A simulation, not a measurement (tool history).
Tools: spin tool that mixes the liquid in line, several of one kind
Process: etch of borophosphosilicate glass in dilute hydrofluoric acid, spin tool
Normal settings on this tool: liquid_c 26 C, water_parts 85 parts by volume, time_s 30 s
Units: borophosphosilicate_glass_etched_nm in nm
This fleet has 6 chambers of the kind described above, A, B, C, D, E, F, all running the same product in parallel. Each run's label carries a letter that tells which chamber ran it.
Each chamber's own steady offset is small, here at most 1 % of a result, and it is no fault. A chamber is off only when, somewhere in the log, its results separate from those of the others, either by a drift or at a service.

run    day  liquid_c  water_parts  time_s  read-back film thickness of the borophosphosilicate glass reference wafer, read on the same gauge (nm)  borophosphosilicate_glass_etched_nm
 1B  0.233        26           85      30                                                                                                  69.995                               15.336
 2E  0.538        26           85      30                                                                                                  70.019                               15.567
 3A  0.725        26           85      30                                                                                                  70.015                               15.692
 4D  0.954        26           85      30                                                                                                  70.014                               15.636
 5F  1.267      24.5           70      30                                                                                                  69.985                               17.979
 6C  1.525      24.5           70      30                                                                                                  70.029                               18.066
 7F   1.75      24.5           70      30                                                                                                  69.989                               18.033
 8D  1.983      24.5           70      30                                                                                                  69.986                               18.448
 9B  2.258      24.5           70      30                                                                                                  70.027                               17.998
10C  2.488      24.5           70      30                                                                                                  69.999                               17.957
11A  2.633        26           85      20                                                                                                  69.991                               10.326
12E  2.817        26           85      20                                                                                                  70.001                               10.476
13C      3        26           85      20                                                                                                  70.011                               10.402
14B  3.233        26           85      20                                                                                                  70.003                               10.408
15E  3.462        26           85      20                                                                                                  69.996                                10.37
16F  3.783        26           85      20                                                                                                  69.975                               10.334
17D  3.979        26           85      30                                                                                                   70.02                               15.646
18A  4.242        26           85      30                                                                                                  69.987                               15.661
19F  4.429        26           85      30                                                                                                  70.043                               15.499
20D   4.75        26           85      30                                                                                                  70.021                               15.611
21A  5.062        26           85      30                                                                                                  69.984                               15.395
22B  5.254      30.5           85      30                                                                                                  69.967                               18.229
23C  5.546      30.5           85      30                                                                                                  70.006                               18.409
24E  5.817      30.5           85      30                                                                                                  69.993                                18.54
25C  5.962      30.5           85      30                                                                                                  69.997                               18.407
     6.125  -- chamber B: thermometer replaced
26D  6.229      30.5           85      30                                                                                                  69.971                               18.729
27B  6.496      30.5           85      30                                                                                                  69.978                               18.523
28F  6.662        26           85      30                                                                                                  69.998                                15.06
29A  6.925      24.5           85      30                                                                                                  69.981                               14.728
30E  7.075      24.5           85      30                                                                                                  69.997                               14.715
31E  7.271      24.5           85      30                                                                                                  69.998                               14.828
     7.329  -- chamber A: thermometer replaced
32D  7.462      24.5           85      30                                                                                                  69.996                               14.823
33F  7.775      24.5           85      30                                                                                                  70.014                               14.169
34B  8.017      24.5           85      30                                                                                                  69.987                               14.705
35A  8.162        26           85      30                                                                                                  69.989                               15.573
36C  8.446        26           85      30                                                                                                  70.016                               15.603

All 6 chambers run these settings next. Forecast each chamber's results:
37A  8.679        26           85      30                                                                                                                                            ?
37B  8.679        26           85      30                                                                                                                                            ?
37C  8.679        26           85      30                                                                                                                                            ?
37D  8.679        26           85      30                                                                                                                                            ?
37E  8.679        26           85      30                                                                                                                                            ?
37F  8.679        26           85      30                                                                                                                                            ?

run  borophosphosilicate_glass_etched_nm
37A                               15.499
37B                               15.634
37C                               15.746
37D                               15.673
37E                               15.624
37F                               14.751
